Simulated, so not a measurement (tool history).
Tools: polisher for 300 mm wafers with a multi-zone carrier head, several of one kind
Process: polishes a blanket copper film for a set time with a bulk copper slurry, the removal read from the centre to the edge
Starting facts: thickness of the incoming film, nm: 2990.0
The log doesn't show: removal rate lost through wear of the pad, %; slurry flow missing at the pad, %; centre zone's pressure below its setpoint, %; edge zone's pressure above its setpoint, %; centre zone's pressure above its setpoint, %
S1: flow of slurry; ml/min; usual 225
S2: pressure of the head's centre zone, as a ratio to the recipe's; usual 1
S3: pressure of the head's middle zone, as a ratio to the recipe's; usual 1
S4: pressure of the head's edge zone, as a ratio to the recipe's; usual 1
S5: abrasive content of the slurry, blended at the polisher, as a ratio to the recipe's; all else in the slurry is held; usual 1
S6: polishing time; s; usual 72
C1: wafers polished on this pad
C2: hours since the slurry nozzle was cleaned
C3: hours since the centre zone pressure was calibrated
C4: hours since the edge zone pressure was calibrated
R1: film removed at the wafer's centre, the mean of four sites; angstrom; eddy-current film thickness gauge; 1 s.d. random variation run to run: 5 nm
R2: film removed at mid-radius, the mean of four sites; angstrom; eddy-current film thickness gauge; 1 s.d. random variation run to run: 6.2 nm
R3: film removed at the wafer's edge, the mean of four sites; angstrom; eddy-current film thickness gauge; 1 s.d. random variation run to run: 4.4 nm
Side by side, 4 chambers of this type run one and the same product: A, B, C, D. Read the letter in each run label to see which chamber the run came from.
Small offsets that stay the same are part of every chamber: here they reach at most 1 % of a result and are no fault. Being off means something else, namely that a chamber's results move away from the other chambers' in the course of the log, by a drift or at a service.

{"hour": 3.2, "done": "chamber C: worn pad replaced by a new one"}
{"run": "1B", "hour": 4.9, "S1": 225, "S2": 1, "S3": 1, "S4": 1, "S5": 1, "S6": 72, "C1": 582, "C2": 61, "C3": 25.8, "C4": 445.1, "R1": 5422.5, "R2": 5614.1, "R3": 5467.3}
{"run": "2A", "hour": 9.6, "S1": 225, "S2": 1, "S3": 1, "S4": 1, "S5": 1, "S6": 72, "C1": 98, "C2": 453.4, "C3": 19, "C4": 281, "R1": 5484.5, "R2": 5497.4, "R3": 5465}
{"run": "3D", "hour": 16.1, "S1": 225, "S2": 1, "S3": 1, "S4": 1, "S5": 1, "S6": 72, "C1": 708, "C2": 109.3, "C3": 448.9, "C4": 526.1, "R1": 5490.2, "R2": 5432.3, "R3": 5520.8}
{"run": "4C", "hour": 21.6, "S1": 225, "S2": 1, "S3": 1, "S4": 1, "S5": 1, "S6": 72, "C1": 171, "C2": 193.8, "C3": 150.3, "C4": 205, "R1": 5435.5, "R2": 5436.7, "R3": 5443.8}
{"run": "5D", "hour": 25.8, "S1": 225, "S2": 1, "S3": 1, "S4": 1, "S5": 1, "S6": 72, "C1": 798, "C2": 119, "C3": 458.6, "C4": 535.8, "R1": 5475.2, "R2": 5530.5, "R3": 5534.9}
{"run": "6C", "hour": 31.0, "S1": 225, "S2": 1, "S3": 1, "S4": 1, "S5": 1, "S6": 72, "C1": 258, "C2": 203.2, "C3": 159.7, "C4": 214.4, "R1": 5397.4, "R2": 5463.8, "R3": 5465.5}
{"run": "7A", "hour": 37.9, "S1": 225, "S2": 1, "S3": 1, "S4": 1, "S5": 1, "S6": 72, "C1": 361, "C2": 481.7, "C3": 47.3, "C4": 309.3, "R1": 5497.9, "R2": 5475, "R3": 5477.4}
{"run": "8B", "hour": 42.6, "S1": 225, "S2": 1, "S3": 1, "S4": 1, "S5": 1, "S6": 72, "C1": 933, "C2": 98.7, "C3": 63.5, "C4": 482.8, "R1": 5524.6, "R2": 5558, "R3": 5457.2}
{"hour": 46.5, "done": "chamber D: worn pad replaced by a new one"}
{"run": "9D", "hour": 46.8, "S1": 225, "S2": 1, "S3": 1, "S4": 1, "S5": 1, "S6": 72, "C1": 3, "C2": 140, "C3": 479.6, "C4": 556.8, "R1": 5518.4, "R2": 5542.7, "R3": 5472.2}
{"run": "10B", "hour": 51.0, "S1": 225, "S2": 1, "S3": 1, "S4": 1, "S5": 1, "S6": 72, "C1": 1011, "C2": 107.1, "C3": 71.9, "C4": 491.2, "R1": 5476.6, "R2": 5465, "R3": 5557}
{"run": "11A", "hour": 56.6, "S1": 225, "S2": 1, "S3": 1, "S4": 1, "S5": 0.85, "S6": 72, "C1": 535, "C2": 500.4, "C3": 66, "C4": 328, "R1": 5326.4, "R2": 5495.9, "R3": 5343.6}
{"hour": 59.1, "done": "chamber D: centre zone pressure recalibrated"}
{"run": "12C", "hour": 62.8, "S1": 225, "S2": 1, "S3": 1, "S4": 1, "S5": 0.85, "S6": 72, "C1": 554, "C2": 235, "C3": 191.5, "C4": 246.2, "R1": 5193.3, "R2": 5262.1, "R3": 5336.7}
{"hour": 63.8, "done": "chamber B: worn pad replaced by a new one"}
{"run": "13A", "hour": 69.4, "S1": 225, "S2": 1, "S3": 1, "S4": 1, "S5": 0.85, "S6": 72, "C1": 654, "C2": 513.2, "C3": 78.8, "C4": 340.8, "R1": 5286.4, "R2": 5416, "R3": 5356.6}
{"run": "14C", "hour": 74.8, "S1": 225, "S2": 1, "S3": 1, "S4": 1, "S5": 0.85, "S6": 72, "C1": 666, "C2": 247, "C3": 203.5, "C4": 258.2, "R1": 5223.3, "R2": 5225.5, "R3": 5241.5}
{"run": "15B", "hour": 78.5, "S1": 225, "S2": 1, "S3": 1, "S4": 1, "S5": 1, "S6": 72, "C1": 137, "C2": 134.6, "C3": 99.4, "C4": 518.7, "R1": 5457.1, "R2": 5552.1, "R3": 5504.5}
{"run": "16D", "hour": 83.2, "S1": 225, "S2": 1, "S3": 1.07, "S4": 1, "S5": 1, "S6": 88, "C1": 341, "C2": 176.4, "C3": 24.2, "C4": 593.2, "R1": 6672, "R2": 7240.1, "R3": 6781.8}
{"hour": 87.4, "done": "chamber C: edge zone pressure recalibrated"}
{"run": "17C", "hour": 87.7, "S1": 225, "S2": 1, "S3": 1.07, "S4": 1, "S5": 1, "S6": 88, "C1": 786, "C2": 259.9, "C3": 216.4, "C4": 0.4, "R1": 6632.1, "R2": 6959.7, "R3": 6522.2}
{"run": "18B", "hour": 93.4, "S1": 225, "S2": 1, "S3": 1.07, "S4": 1, "S5": 1, "S6": 88, "C1": 276, "C2": 149.5, "C3": 114.3, "C4": 533.6, "R1": 6712.9, "R2": 7220.1, "R3": 6786.1}
{"run": "19A", "hour": 97.4, "S1": 225, "S2": 1, "S3": 1.07, "S4": 1, "S5": 1, "S6": 88, "C1": 915, "C2": 541.2, "C3": 106.8, "C4": 368.8, "R1": 6850.2, "R2": 7286.4, "R3": 6735.3}
{"run": "20D", "hour": 103.3, "S1": 225, "S2": 1, "S3": 1, "S4": 1, "S5": 1, "S6": 72, "C1": 528, "C2": 196.5, "C3": 44.3, "C4": 613.3, "R1": 5443.9, "R2": 5561.6, "R3": 5579.6}
{"run": "21C", "hour": 107.4, "S1": 225, "S2": 1, "S3": 1, "S4": 1, "S5": 1, "S6": 72, "C1": 969, "C2": 279.6, "C3": 236.1, "C4": 20.1, "R1": 5208.5, "R2": 5347.9, "R3": 5352.5}
{"run": "22B", "hour": 113.8, "S1": 225, "S2": 1, "S3": 1, "S4": 1, "S5": 1, "S6": 72, "C1": 465, "C2": 169.9, "C3": 134.7, "C4": 554, "R1": 5420.5, "R2": 5389.4, "R3": 5452.7}
{"run": "23D", "hour": 120.4, "S1": 225, "S2": 1, "S3": 1, "S4": 1, "S5": 1, "S6": 72, "C1": 687, "C2": 213.6, "C3": 61.4, "C4": 630.4, "R1": 5522.8, "R2": 5487, "R3": 5464.7}
{"hour": 125.4, "done": "chamber A: worn pad replaced by a new one"}
{"run": "24A", "hour": 126.5, "S1": 225, "S2": 1, "S3": 1, "S4": 1, "S5": 1, "S6": 72, "C1": 10, "C2": 570.3, "C3": 135.9, "C4": 397.9, "R1": 5513.6, "R2": 5628.5, "R3": 5490.6}
{"hour": 126.9, "done": "chamber C: worn pad replaced by a new one"}
{"run": "25D", "hour": 130.3, "S1": 225, "S2": 1, "S3": 1, "S4": 1, "S5": 1, "S6": 72, "C1": 779, "C2": 223.5, "C3": 71.3, "C4": 640.3, "R1": 5467.4, "R2": 5507.8, "R3": 5451.7}
{"run": "26C", "hour": 133.7, "S1": 225, "S2": 1, "S3": 1, "S4": 1, "S5": 1, "S6": 72, "C1": 63, "C2": 305.9, "C3": 262.4, "C4": 46.4, "R1": 5017.7, "R2": 5180.4, "R3": 5187.1}
{"run": "27A", "hour": 139.2, "S1": 225, "S2": 1, "S3": 1, "S4": 1, "S5": 1, "S6": 72, "C1": 128, "C2": 583, "C3": 148.6, "C4": 410.6, "R1": 5496.7, "R2": 5435.9, "R3": 5484.3}
{"run": "28B", "hour": 145.6, "S1": 225, "S2": 1, "S3": 1, "S4": 1, "S5": 1, "S6": 72, "C1": 761, "C2": 201.7, "C3": 166.5, "C4": 585.8, "R1": 5438.7, "R2": 5547.2, "R3": 5564.2}

Decide between three cases: one chamber stands off from its peers, the gauge reading all wafers drifts, or nothing is wrong past each chamber's small offset. Where a chamber is off, say which and what most likely put it there.

One chamber, C, drifts off from the rest bit by bit.
Most likely cause: slurry flow missing at the pad, % = 41.4.

Chamber C could run next with any of the 4 candidate recipes listed below; each alters the usual settings, and their results appear as question marks. Which one brings its results back in line with what the other chambers deliver on the usual settings?
To be in line, a result may differ from the other chambers' mean on the usual settings by at most: R1 180 angstrom; R2 220 angstrom; R3 160 angstrom
{"run": "29C-1", "hour": 150.6, "S1": 210, "S2": 0.97, "S3": 0.97, "S4": 1.03, "S5": 1, "S6": 63, "R1": "?", "R2": "?", "R3": "?"}
{"run": "29C-2", "hour": 150.6, "S1": 235, "S2": 1.02, "S3": 1.02, "S4": 0.99, "S5": 1, "S6": 77, "R1": "?", "R2": "?", "R3": "?"}
{"run": "29C-3", "hour": 150.6, "S1": 215, "S2": 0.98, "S3": 0.98, "S4": 1.01, "S5": 1, "S6": 67, "R1": "?", "R2": "?", "R3": "?"}
{"run": "29C-4", "hour": 150.6, "S1": 240, "S2": 1.04, "S3": 1.03, "S4": 0.98, "S5": 1, "S6": 82, "R1": "?", "R2": "?", "R3": "?"}

What the other chambers average on the usual settings: R1 5503.8 angstrom; R2 5528.6 angstrom; R3 5494.1 angstrom
run=29C-1 R1=4134.2 R2=4222.8 R3=4505.5
run=29C-2 R1=5486.9 R2=5537 R3=5483.9
run=29C-3 R1=4473.1 R2=4557.4 R3=4759.8
run=29C-4 R1=5996.4 R2=5974.6 R3=5826.5
It is 29C-2 that realigns the chamber with its peers.
